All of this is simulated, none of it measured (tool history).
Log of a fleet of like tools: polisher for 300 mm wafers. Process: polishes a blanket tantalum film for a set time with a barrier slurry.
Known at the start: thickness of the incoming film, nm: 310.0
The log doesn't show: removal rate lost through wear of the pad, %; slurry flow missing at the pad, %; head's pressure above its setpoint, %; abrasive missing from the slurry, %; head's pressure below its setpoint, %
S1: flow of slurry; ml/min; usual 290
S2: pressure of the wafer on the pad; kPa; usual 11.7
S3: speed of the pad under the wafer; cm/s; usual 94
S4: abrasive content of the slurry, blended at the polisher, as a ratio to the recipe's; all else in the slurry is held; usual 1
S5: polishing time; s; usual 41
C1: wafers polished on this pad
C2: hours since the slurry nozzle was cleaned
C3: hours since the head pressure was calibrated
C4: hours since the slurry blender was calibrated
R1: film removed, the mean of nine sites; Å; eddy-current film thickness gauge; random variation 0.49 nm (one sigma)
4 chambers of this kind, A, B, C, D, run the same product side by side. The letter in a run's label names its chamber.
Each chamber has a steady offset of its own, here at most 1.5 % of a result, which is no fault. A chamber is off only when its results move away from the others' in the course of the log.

run	day	S1	S2	S3	S4	S5	C1	C2	C3	C4	R1
1D	0.375	290	11.7	94	1	41	454	296.8	221.4	179.2	598.72
# day 0.621: chamber B: slurry blender recalibrated
# day 0.742: chamber D: worn pad replaced by a new one
2C	0.825	290	11.7	94	1	41	1266	309.2	75	155.4	600.55
# day 0.912: chamber D: slurry blender recalibrated
# day 1.1: chamber A: worn pad replaced by a new one
3B	1.196	290	11.7	94	1	41	1069	529.6	128.2	13.9	598.48
# day 1.321: chamber B: worn pad replaced by a new one
4A	1.617	290	11.7	94	1	41	183	344.2	225.4	309	608.62
# day 1.754: chamber C: worn pad replaced by a new one
# day 1.783: chamber A: slurry blender recalibrated
5A	1.821	290	11.7	94	1	41	255	349.1	230.3	1	614.06
6C	2.175	290	11.7	94	1	41	149	341.6	107.4	187.8	598
# day 2.367: chamber A: slurry nozzle cleaned
7B	2.417	245	11.7	94	1	54	388	558.9	157.5	43.2	785.7
8D	2.642	245	11.7	94	1	54	670	351.2	275.8	41.6	755.24
# day 2.821: chamber D: worn pad replaced by a new one
9A	2.862	245	11.7	94	1	54	622	12	255.3	26	785.68
# day 3.054: chamber A: worn pad replaced by a new one
10C	3.288	245	11.7	94	1	54	542	368.3	134.1	214.5	778.98
11D	3.612	290	11.7	94	1	41	280	374.5	299.1	64.9	592.71
12B	3.892	290	11.7	94	1	41	908	594.3	192.9	78.6	598.26
# day 4.075: chamber B: worn pad replaced by a new one
13B	4.225	290	11.7	94	1	41	54	602.3	200.9	86.6	605.86
14C	4.592	290	11.7	94	1	41	1002	399.6	165.4	245.8	603.11
# day 4.662: chamber D: worn pad replaced by a new one
15D	5.033	290	11.7	94	1	41	132	408.6	333.2	99	585.73
# day 5.1: chamber A: worn pad replaced by a new one
16A	5.417	380	11.7	94	1	41	112	73.3	316.6	87.3	619.35
17C	5.654	380	11.7	94	1	41	1377	425.1	190.9	271.3	623.68
18A	5.988	380	11.7	94	1	41	314	87	330.3	101	629.35
19D	6.25	380	11.7	94	1	41	561	437.8	362.4	128.2	587.95
# day 6.462: chamber C: worn pad replaced by a new one
20B	6.471	290	11.7	94	1	41	846	656.2	254.8	140.5	605.84
# day 6.583: chamber D: worn pad replaced by a new one
21A	6.729	290	11.7	94	1	41	576	104.8	348.1	118.8	611.85
# day 6.838: chamber A: worn pad replaced by a new one
22D	7.017	290	11.7	94	1	41	153	456.2	380.8	146.6	586.99
23B	7.25	290	11.7	94	1	41	1121	674.9	273.5	159.2	597.63
24C	7.467	290	11.7	94	1	41	355	468.6	234.4	314.8	597.3
# day 7.55: chamber B: worn pad replaced by a new one
# day 7.642: chamber B: slurry nozzle cleaned
25B	7.812	290	11.7	94	1	41	93	4.2	287	172.7	598.8
# day 7.871: chamber D: slurry blender recalibrated
26C	8.2	290	11.7	94	1	41	614	486.2	252	332.4	602.69
27D	8.567	290	11.7	94	1	41	700	493.4	418	16.8	560.44
# day 8.692: chamber A: worn pad replaced by a new one
# day 8.75: chamber D: worn pad replaced by a new one
28A	8.838	290	11.7	94	1	41	52	155.4	398.7	169.4	609.31
29D	9.154	290	11.7	94	1	41	143	507.5	432.1	30.9	564.5
30A	9.579	290	11.7	94	1	41	314	173.2	416.5	187.2	617.07

Is one chamber off against the others, does the gauge drift, or is nothing wrong? If a chamber is off, say which, and what the likeliest cause is.

Chamber D drifts away from the others.
Cause: slurry flow missing at the pad, % = 42.2.
The log may not tell that from: head's pressure below its setpoint, %.

Here are 4 candidates for chamber D's next run, each the usual settings with a change, their results left as question marks. Which one brings its results back in line with what the others give on the usual settings?
In line means no further than this from the other chambers' mean on the usual settings: R1 17 Å
31D-1	9.912	290	11	86	1	41					?
31D-2	9.912	290	11.7	108	1	41					?
31D-3	9.912	290	11	92	1	41					?
31D-4	9.912	335	11.7	94	1.25	41					?

The other chambers' mean on the usual settings: R1 604.97 Å
run	R1
31D-1	477.13
31D-2	637.49
31D-3	510.79
31D-4	600.26
31D-4 brings the chamber back in line.
